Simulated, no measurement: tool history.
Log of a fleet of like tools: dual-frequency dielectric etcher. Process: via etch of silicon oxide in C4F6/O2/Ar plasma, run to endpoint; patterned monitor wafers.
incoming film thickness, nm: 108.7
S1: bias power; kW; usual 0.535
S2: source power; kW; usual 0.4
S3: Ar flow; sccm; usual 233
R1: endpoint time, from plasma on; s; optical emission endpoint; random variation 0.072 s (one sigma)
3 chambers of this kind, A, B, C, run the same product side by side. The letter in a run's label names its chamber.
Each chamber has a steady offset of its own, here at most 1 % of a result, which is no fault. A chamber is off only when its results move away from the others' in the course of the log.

run   hour     S1   S2   S3      R1
 1C   10.1  0.535  0.4  233  22.636
 2A   20.7  0.535  0.4  233  22.426
 3B   30.7  0.535  0.4  233  22.485
 4B   41.7  0.535  0.4  233  22.409
 5A   49.5  0.535  0.4  233  22.477
 6C     61  0.535  0.4  233   22.63
 7C   67.4  0.535  0.4  233   22.64
 8B   75.6  0.535  0.4  233  22.592
      81.2  -- chamber A: wet clean of the chamber
 9A   81.9  0.535  0.4  233  22.441
      88.3  -- chamber A: source power generator calibrated
10B   92.8  0.535  0.4  233  22.587
11C   98.8  0.586  0.3  233  24.339
12A  111.1  0.586  0.3  233   24.07
     112.5  -- chamber C: wet clean of the chamber
13A  122.4  0.586  0.3  233   24.23
14C  128.5  0.535  0.4  233  21.957
15B  141.4  0.535  0.4  233  22.445
16A  150.7  0.535  0.4  233  22.509
17C  162.2  0.535  0.4  233  21.833
18B    174   0.43  0.4  279   24.85
19C  186.5   0.43  0.4  279  24.321
20B  193.5   0.43  0.4  279  24.861
21A  202.5  0.535  0.4  233  22.398
     202.6  -- chamber A: bias power generator calibrated
22C  215.4  0.535  0.4  233  21.804
23B  227.9  0.535  0.4  233  22.433
24A  237.8  0.535  0.4  233  22.456
25C  250.8  0.535  0.4  233  21.832
26A  261.1  0.535  0.4  233   22.34
27B  271.6  0.535  0.4  233  22.507
28C  278.4  0.535  0.4  233  21.931
29B  287.5  0.535  0.4  233  22.478
30A  296.6  0.535  0.4  233  22.536
31C  308.7  0.535  0.4  233  21.821

Next, every chamber runs the same settings. What will each give?
32A  318.1  0.535  0.4  233   ?
32B  318.1  0.535  0.4  233   ?
32C  318.1  0.535  0.4  233   ?

run      R1
32A  22.535
32B   22.52
32C  21.847

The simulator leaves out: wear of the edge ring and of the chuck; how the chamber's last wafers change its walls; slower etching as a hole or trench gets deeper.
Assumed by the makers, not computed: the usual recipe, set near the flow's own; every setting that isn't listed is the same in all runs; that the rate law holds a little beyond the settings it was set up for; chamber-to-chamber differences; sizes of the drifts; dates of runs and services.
